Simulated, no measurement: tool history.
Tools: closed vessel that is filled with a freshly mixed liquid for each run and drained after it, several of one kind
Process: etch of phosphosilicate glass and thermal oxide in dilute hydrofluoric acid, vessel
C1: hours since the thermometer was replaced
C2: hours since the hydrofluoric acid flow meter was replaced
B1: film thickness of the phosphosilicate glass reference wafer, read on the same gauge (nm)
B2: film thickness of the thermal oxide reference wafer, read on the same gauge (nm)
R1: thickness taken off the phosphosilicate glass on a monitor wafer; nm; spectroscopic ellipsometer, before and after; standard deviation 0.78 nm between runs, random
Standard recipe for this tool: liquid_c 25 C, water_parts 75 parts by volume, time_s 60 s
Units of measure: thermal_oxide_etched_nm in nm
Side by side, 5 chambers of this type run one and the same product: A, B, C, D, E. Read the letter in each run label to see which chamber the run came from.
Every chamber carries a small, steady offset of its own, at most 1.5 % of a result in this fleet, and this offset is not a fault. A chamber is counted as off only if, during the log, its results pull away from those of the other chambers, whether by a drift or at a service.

{"run": "1A", "hour": 4.4, "liquid_c": 25, "water_parts": 75, "time_s": 60, "C1": 160.8, "C2": 495.9, "B1": 39.975, "B2": 50.007, "R1": 122.93, "thermal_oxide_etched_nm": 4.2283}
{"run": "2B", "hour": 10.0, "liquid_c": 25, "water_parts": 75, "time_s": 60, "C1": 709.7, "C2": 1544.7, "B1": 39.988, "B2": 49.998, "R1": 124.19, "thermal_oxide_etched_nm": 4.2959}
{"run": "3D", "hour": 16.4, "liquid_c": 25, "water_parts": 75, "time_s": 60, "C1": 623.8, "C2": 941.9, "B1": 40.003, "B2": 50.006, "R1": 121.92, "thermal_oxide_etched_nm": 4.2802}
{"run": "4E", "hour": 20.6, "liquid_c": 25, "water_parts": 75, "time_s": 60, "C1": 90.9, "C2": 591.4, "B1": 40.019, "B2": 49.994, "R1": 120.72, "thermal_oxide_etched_nm": 4.2257}
{"run": "5C", "hour": 25.7, "liquid_c": 25, "water_parts": 75, "time_s": 60, "C1": 475.2, "C2": 449.5, "B1": 39.966, "B2": 50.013, "R1": 122.94, "thermal_oxide_etched_nm": 4.2617}
{"run": "6C", "hour": 30.0, "liquid_c": 25, "water_parts": 75, "time_s": 60, "C1": 479.5, "C2": 453.8, "B1": 39.972, "B2": 50.008, "R1": 122.95, "thermal_oxide_etched_nm": 4.2197}
{"run": "7D", "hour": 35.5, "liquid_c": 25, "water_parts": 75, "time_s": 60, "C1": 642.9, "C2": 961, "B1": 40.02, "B2": 50.003, "R1": 122.79, "thermal_oxide_etched_nm": 4.2425}
{"run": "8E", "hour": 40.9, "liquid_c": 25, "water_parts": 75, "time_s": 60, "C1": 111.2, "C2": 611.7, "B1": 40.006, "B2": 50.011, "R1": 121.77, "thermal_oxide_etched_nm": 4.2361}
{"run": "9B", "hour": 45.1, "liquid_c": 25, "water_parts": 75, "time_s": 60, "C1": 744.8, "C2": 1579.8, "B1": 39.951, "B2": 49.982, "R1": 123.89, "thermal_oxide_etched_nm": 4.2061}
{"run": "10A", "hour": 50.1, "liquid_c": 25, "water_parts": 75, "time_s": 60, "C1": 206.5, "C2": 541.6, "B1": 40.03, "B2": 50.007, "R1": 123.74, "thermal_oxide_etched_nm": 4.2054}
{"run": "11D", "hour": 57.0, "liquid_c": 25, "water_parts": 75, "time_s": 60, "C1": 664.4, "C2": 982.5, "B1": 40.012, "B2": 49.997, "R1": 122.38, "thermal_oxide_etched_nm": 4.2803}
{"run": "12B", "hour": 63.8, "liquid_c": 25, "water_parts": 75, "time_s": 60, "C1": 763.5, "C2": 1598.5, "B1": 40.003, "B2": 50.005, "R1": 123.92, "thermal_oxide_etched_nm": 4.234}
{"run": "13C", "hour": 69.7, "liquid_c": 25, "water_parts": 75, "time_s": 60, "C1": 519.2, "C2": 493.5, "B1": 40.005, "B2": 50.017, "R1": 123.6, "thermal_oxide_etched_nm": 4.2046}
{"hour": 73.0, "done": "chamber A: hydrofluoric acid flow meter replaced"}
{"run": "14A", "hour": 75.9, "liquid_c": 25, "water_parts": 60, "time_s": 60, "C1": 232.3, "C2": 2.9, "B1": 39.974, "B2": 50, "R1": 154.55, "thermal_oxide_etched_nm": 5.4272}
{"run": "15E", "hour": 80.5, "liquid_c": 25, "water_parts": 60, "time_s": 60, "C1": 150.8, "C2": 651.3, "B1": 40.013, "B2": 50.002, "R1": 157.83, "thermal_oxide_etched_nm": 5.4616}
{"run": "16D", "hour": 83.9, "liquid_c": 25, "water_parts": 60, "time_s": 60, "C1": 691.3, "C2": 1009.4, "B1": 40.001, "B2": 49.99, "R1": 157.71, "thermal_oxide_etched_nm": 5.376}
{"run": "17A", "hour": 88.9, "liquid_c": 25, "water_parts": 60, "time_s": 60, "C1": 245.3, "C2": 15.9, "B1": 39.996, "B2": 50.012, "R1": 154, "thermal_oxide_etched_nm": 5.3737}
{"run": "18C", "hour": 95.7, "liquid_c": 25, "water_parts": 60, "time_s": 60, "C1": 545.2, "C2": 519.5, "B1": 39.995, "B2": 49.982, "R1": 157.75, "thermal_oxide_etched_nm": 5.3436}
{"run": "19E", "hour": 98.9, "liquid_c": 25, "water_parts": 75, "time_s": 60, "C1": 169.2, "C2": 669.7, "B1": 39.987, "B2": 49.994, "R1": 121.98, "thermal_oxide_etched_nm": 4.1992}
{"run": "20B", "hour": 105.0, "liquid_c": 25, "water_parts": 75, "time_s": 60, "C1": 804.7, "C2": 1639.7, "B1": 39.991, "B2": 50, "R1": 124.28, "thermal_oxide_etched_nm": 4.2066}
{"run": "21D", "hour": 111.0, "liquid_c": 25, "water_parts": 75, "time_s": 60, "C1": 718.4, "C2": 1036.5, "B1": 40.012, "B2": 49.989, "R1": 122.85, "thermal_oxide_etched_nm": 4.2632}
{"run": "22E", "hour": 116.8, "liquid_c": 25, "water_parts": 75, "time_s": 60, "C1": 187.1, "C2": 687.6, "B1": 39.982, "B2": 50.004, "R1": 122.41, "thermal_oxide_etched_nm": 4.2251}
{"run": "23B", "hour": 123.4, "liquid_c": 25, "water_parts": 75, "time_s": 60, "C1": 823.1, "C2": 1658.1, "B1": 40.023, "B2": 49.978, "R1": 123.68, "thermal_oxide_etched_nm": 4.2621}
{"run": "24C", "hour": 130.2, "liquid_c": 25, "water_parts": 75, "time_s": 60, "C1": 579.7, "C2": 554, "B1": 40.011, "B2": 50.005, "R1": 124.84, "thermal_oxide_etched_nm": 4.2231}
{"run": "25A", "hour": 133.8, "liquid_c": 25, "water_parts": 75, "time_s": 60, "C1": 290.2, "C2": 60.8, "B1": 40.016, "B2": 50.003, "R1": 122.27, "thermal_oxide_etched_nm": 4.2741}
{"run": "26C", "hour": 137.6, "liquid_c": 25, "water_parts": 75, "time_s": 60, "C1": 587.1, "C2": 561.4, "B1": 40.021, "B2": 49.997, "R1": 123.03, "thermal_oxide_etched_nm": 4.2749}
{"run": "27D", "hour": 141.7, "liquid_c": 25, "water_parts": 100, "time_s": 60, "C1": 749.1, "C2": 1067.2, "B1": 40.02, "B2": 49.997, "R1": 87.654, "thermal_oxide_etched_nm": 3.0394}
{"run": "28B", "hour": 147.4, "liquid_c": 25, "water_parts": 100, "time_s": 60, "C1": 847.1, "C2": 1682.1, "B1": 39.977, "B2": 49.994, "R1": 89.991, "thermal_oxide_etched_nm": 3.1228}
{"run": "29E", "hour": 152.5, "liquid_c": 25, "water_parts": 100, "time_s": 60, "C1": 222.8, "C2": 723.3, "B1": 40.007, "B2": 49.995, "R1": 90.138, "thermal_oxide_etched_nm": 3.0619}
{"run": "30A", "hour": 159.5, "liquid_c": 25, "water_parts": 100, "time_s": 60, "C1": 315.9, "C2": 86.5, "B1": 40.004, "B2": 50.006, "R1": 89.344, "thermal_oxide_etched_nm": 3.0899}

Read the log: is a single chamber off, either drifting away or since a service, is the gauge that measures every chamber drifting, or is nothing wrong beyond small per-chamber offsets? Name any odd chamber and what most likely caused it.

Beyond each chamber's small constant offset nothing stands out, and the gauge stays steady.
